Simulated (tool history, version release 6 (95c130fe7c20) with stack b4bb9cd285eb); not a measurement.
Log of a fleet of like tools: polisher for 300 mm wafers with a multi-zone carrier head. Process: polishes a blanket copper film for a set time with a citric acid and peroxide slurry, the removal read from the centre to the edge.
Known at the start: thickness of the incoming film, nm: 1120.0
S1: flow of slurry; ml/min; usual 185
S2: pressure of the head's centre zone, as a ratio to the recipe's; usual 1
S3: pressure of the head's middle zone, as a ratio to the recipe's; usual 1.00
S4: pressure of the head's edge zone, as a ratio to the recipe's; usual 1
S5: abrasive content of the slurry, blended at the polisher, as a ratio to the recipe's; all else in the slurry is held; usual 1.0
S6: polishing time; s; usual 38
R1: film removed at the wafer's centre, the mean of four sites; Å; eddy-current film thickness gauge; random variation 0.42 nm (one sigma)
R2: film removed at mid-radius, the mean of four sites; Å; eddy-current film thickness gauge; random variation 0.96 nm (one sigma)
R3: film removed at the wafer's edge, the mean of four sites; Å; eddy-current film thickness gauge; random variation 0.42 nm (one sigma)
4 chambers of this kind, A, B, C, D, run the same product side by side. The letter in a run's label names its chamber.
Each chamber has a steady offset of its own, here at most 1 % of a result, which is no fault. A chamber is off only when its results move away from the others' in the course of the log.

run	hour	S1	S2	S3	S4	S5	S6	R1	R2	R3
# hour 2.3: chamber A: worn pad replaced by a new one
1A	3.6	185	1	1.00	1	1.0	38	682.83	679.18	674.92
# hour 7.4: chamber B: worn pad replaced by a new one
2D	7.9	185	1	1.00	1	1.0	38	678.30	685.45	676.91
3C	11.0	185	1	1.00	1	1.0	38	665.37	680.12	676.15
4B	14.4	185	1	1.00	1	1.0	38	684.99	693.20	684.90
5A	19.6	185	1	1.00	1	1.0	38	682.31	690.22	674.48
# hour 22.2: chamber D: worn pad replaced by a new one
6C	25.5	185	1	1.00	1	1.0	38	679.26	674.14	682.31
# hour 28.5: chamber C: worn pad replaced by a new one
7B	29.4	185	1	1.00	1	1.2	38	703.05	717.27	708.79
8D	32.7	185	1	1.00	1	1.2	38	710.04	695.05	708.71
# hour 33.7: chamber A: centre zone pressure recalibrated
9A	37.5	185	1	1.00	1	1.2	38	708.36	703.62	691.44
10D	41.7	185	1	1.00	1	1.2	38	718.57	705.00	702.27
11B	46.6	185	1	1.00	1	1.0	38	670.96	680.63	681.75
12C	51.7	210	1	1.00	1	1.0	38	693.48	677.14	688.44
13B	58.3	210	1	1.00	1	1.0	38	693.84	686.83	695.31
14A	63.1	210	1	1.00	1	1.0	38	692.99	697.09	676.53
# hour 67.5: chamber C: centre zone pressure recalibrated
15D	68.8	210	1	1.00	1	1.0	38	695.64	677.71	694.19
# hour 71.1: chamber D: worn pad replaced by a new one
16C	72.9	185	1	1.00	1	1.0	38	648.09	662.19	680.44
17C	76.2	185	1	0.94	1	1.0	38	658.40	631.64	684.16
18D	80.4	185	1	0.94	1	1.0	38	679.38	653.18	678.95
19A	86.4	185	1	0.94	1	1.0	38	678.92	648.47	672.84
20B	89.5	185	1	0.94	1	1.0	38	674.41	643.98	679.45
21D	94.2	185	1	1.00	1	1.0	38	686.96	666.89	686.43
# hour 99.0: chamber B: worn pad replaced by a new one
22A	99.0	185	1	1.00	1	1.0	38	675.35	686.14	675.29
# hour 100.7: chamber C: worn pad replaced by a new one
23B	102.1	185	1	1.00	1	1.0	38	680.30	690.38	682.80
24C	107.4	185	1	1.00	1	1.0	38	648.18	677.26	683.57
25C	112.8	185	1	1.00	1	1.0	38	647.31	665.99	683.47

Next, every chamber runs the same settings. What will each give?
26A	117.6	185	1	1.00	1	1.0	38	?	?	?
26B	117.6	185	1	1.00	1	1.0	38	?	?	?
26C	117.6	185	1	1.00	1	1.0	38	?	?	?
26D	117.6	185	1	1.00	1	1.0	38	?	?	?

run	R1	R2	R3
26A	676.89	679.79	672.72
26B	676.02	663.50	681.32
26C	645.56	672.54	684.95
26D	682.23	700.38	685.35
